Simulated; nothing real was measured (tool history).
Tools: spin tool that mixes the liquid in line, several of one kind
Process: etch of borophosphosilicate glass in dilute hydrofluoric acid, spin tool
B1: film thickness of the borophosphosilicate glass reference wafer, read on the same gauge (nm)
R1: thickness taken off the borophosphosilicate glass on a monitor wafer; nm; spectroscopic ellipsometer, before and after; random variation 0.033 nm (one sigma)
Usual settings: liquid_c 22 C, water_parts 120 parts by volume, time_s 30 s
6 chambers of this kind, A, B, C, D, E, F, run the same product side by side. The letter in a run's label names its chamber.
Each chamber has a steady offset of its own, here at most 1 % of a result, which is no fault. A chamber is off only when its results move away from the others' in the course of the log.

Run 1A, hour 7.4: usual settings; B1 30.032. Result: R1 9.9022 nm.
Run 2B, hour 14.8: usual settings; B1 29.966. Result: R1 9.8499 nm.
At hour 20.3: chamber A: thermometer replaced.
Run 3D, hour 23.6: usual settings; B1 30.021. Result: R1 9.8263 nm.
Run 4E, hour 28.5: usual settings; B1 29.996. Result: R1 9.7671 nm.
Run 5C, hour 34: usual settings; B1 30.017. Result: R1 9.8337 nm.
Run 6F, hour 40.9: usual settings; B1 30.01. Result: R1 9.8266 nm.
Run 7A, hour 46.8: usual settings; B1 30.049. Result: R1 9.8546 nm.
Run 8B, hour 52.7: usual settings; B1 29.975. Result: R1 9.8319 nm.
Run 9C, hour 61.5: usual settings; B1 29.988. Result: R1 9.8175 nm.
At hour 63.6: chamber C: hydrofluoric acid flow meter replaced.
Run 10E, hour 67.5: usual settings but time_s 45 s; B1 30.016. Result: R1 14.632 nm.
Run 11F, hour 76.5: usual settings but time_s 45 s; B1 30.015. Result: R1 14.8 nm.
Run 12D, hour 83.5: usual settings but time_s 45 s; B1 30.026. Result: R1 14.799 nm.
Run 13B, hour 88.3: usual settings but time_s 45 s; B1 30.004. Result: R1 14.807 nm.
Run 14D, hour 92.8: usual settings but time_s 45 s; B1 29.979. Result: R1 14.712 nm.
Run 15F, hour 101.4: usual settings but time_s 45 s; B1 29.958. Result: R1 14.839 nm.
Run 16C, hour 108.3: usual settings; B1 30.021. Result: R1 9.7827 nm.
Run 17E, hour 113.8: usual settings; B1 30.007. Result: R1 9.7848 nm.
Run 18A, hour 121.4: usual settings; B1 30.009. Result: R1 9.8379 nm.
Run 19C, hour 128.1: usual settings; B1 29.967. Result: R1 9.8336 nm.
Run 20A, hour 132.7: usual settings; B1 29.928. Result: R1 9.8552 nm.
Run 21F, hour 140.1: usual settings; B1 30.032. Result: R1 9.7973 nm.
Run 22D, hour 148.5: usual settings; B1 30.017. Result: R1 9.8503 nm.
Run 23E, hour 153.3: usual settings; B1 30.031. Result: R1 9.6758 nm.
Run 24B, hour 162.5: usual settings; B1 30.006. Result: R1 9.8598 nm.
Run 25D, hour 171.3: usual settings but time_s 20 s; B1 30.005. Result: R1 6.5419 nm.
Run 26E, hour 177.4: usual settings but time_s 20 s; B1 30.018. Result: R1 6.4603 nm.
Run 27F, hour 181.6: usual settings but time_s 20 s; B1 30.005. Result: R1 6.5658 nm.
Run 28C, hour 186: usual settings but time_s 20 s; B1 29.996. Result: R1 6.5754 nm.
Run 29B, hour 191.2: usual settings but time_s 20 s; B1 30. Result: R1 6.5618 nm.
Run 30A, hour 197.6: usual settings but time_s 20 s; B1 29.999. Result: R1 6.5894 nm.
Run 31E, hour 202.5: usual settings; B1 30.009. Result: R1 9.6189 nm.
Run 32D, hour 209.2: usual settings; B1 30.033. Result: R1 9.7921 nm.
Run 33F, hour 217.5: usual settings; B1 29.954. Result: R1 9.836 nm.
Run 34B, hour 224.2: usual settings; B1 30.024. Result: R1 9.8438 nm.
Run 35A, hour 230.3: usual settings; B1 29.997. Result: R1 9.8466 nm.
Run 36C, hour 239.8: usual settings; B1 29.984. Result: R1 9.8459 nm.
Run 37B, hour 244.4: usual settings; B1 30.06. Result: R1 9.8214 nm.
Run 38D, hour 253: usual settings; B1 29.956. Result: R1 9.8151 nm.
Run 39C, hour 261.3: usual settings but liquid_c 20 C, time_s 50 s; B1 29.99. Result: R1 15.179 nm.
Run 40F, hour 269.2: usual settings but liquid_c 20 C, time_s 50 s; B1 29.999. Result: R1 15.181 nm.
Run 41E, hour 274.2: usual settings but liquid_c 20 C, time_s 50 s; B1 29.991. Result: R1 14.528 nm.
Run 42A, hour 280.8: usual settings but liquid_c 20 C, time_s 50 s; B1 30.006. Result: R1 15.134 nm.

Is one chamber off against the others, does the gauge drift, or is nothing wrong? If a chamber is off, say which, and what the likeliest cause is.

Chamber E drifts away from the others.
Cause: liquid colder than its thermometer reads (K) = 0.734.
The log may not tell that from: hydrofluoric acid flow below the setpoint (%).

Here are 4 candidates for chamber E's next run, each the usual settings with a change, their results left as question marks. Which one brings its results back in line with what the others give on the usual settings?
In line means no further than this from the other chambers' mean on the usual settings: R1 0.11 nm
Run 43E-1, hour 287.7: usual settings but liquid_c 21 C. Result: R1 ?.
Run 43E-2, hour 287.7: usual settings but liquid_c 23 C. Result: R1 ?.
Run 43E-3, hour 287.7: usual settings but liquid_c 20 C. Result: R1 ?.
Run 43E-4, hour 287.7: usual settings but liquid_c 24 C. Result: R1 ?.

The other chambers' mean on the usual settings: R1 9.8408 nm
  run      R1
43E-1  9.0835
43E-2  9.8531
43E-3  8.7182
43E-4  10.258
43E-2 brings the chamber back in line.
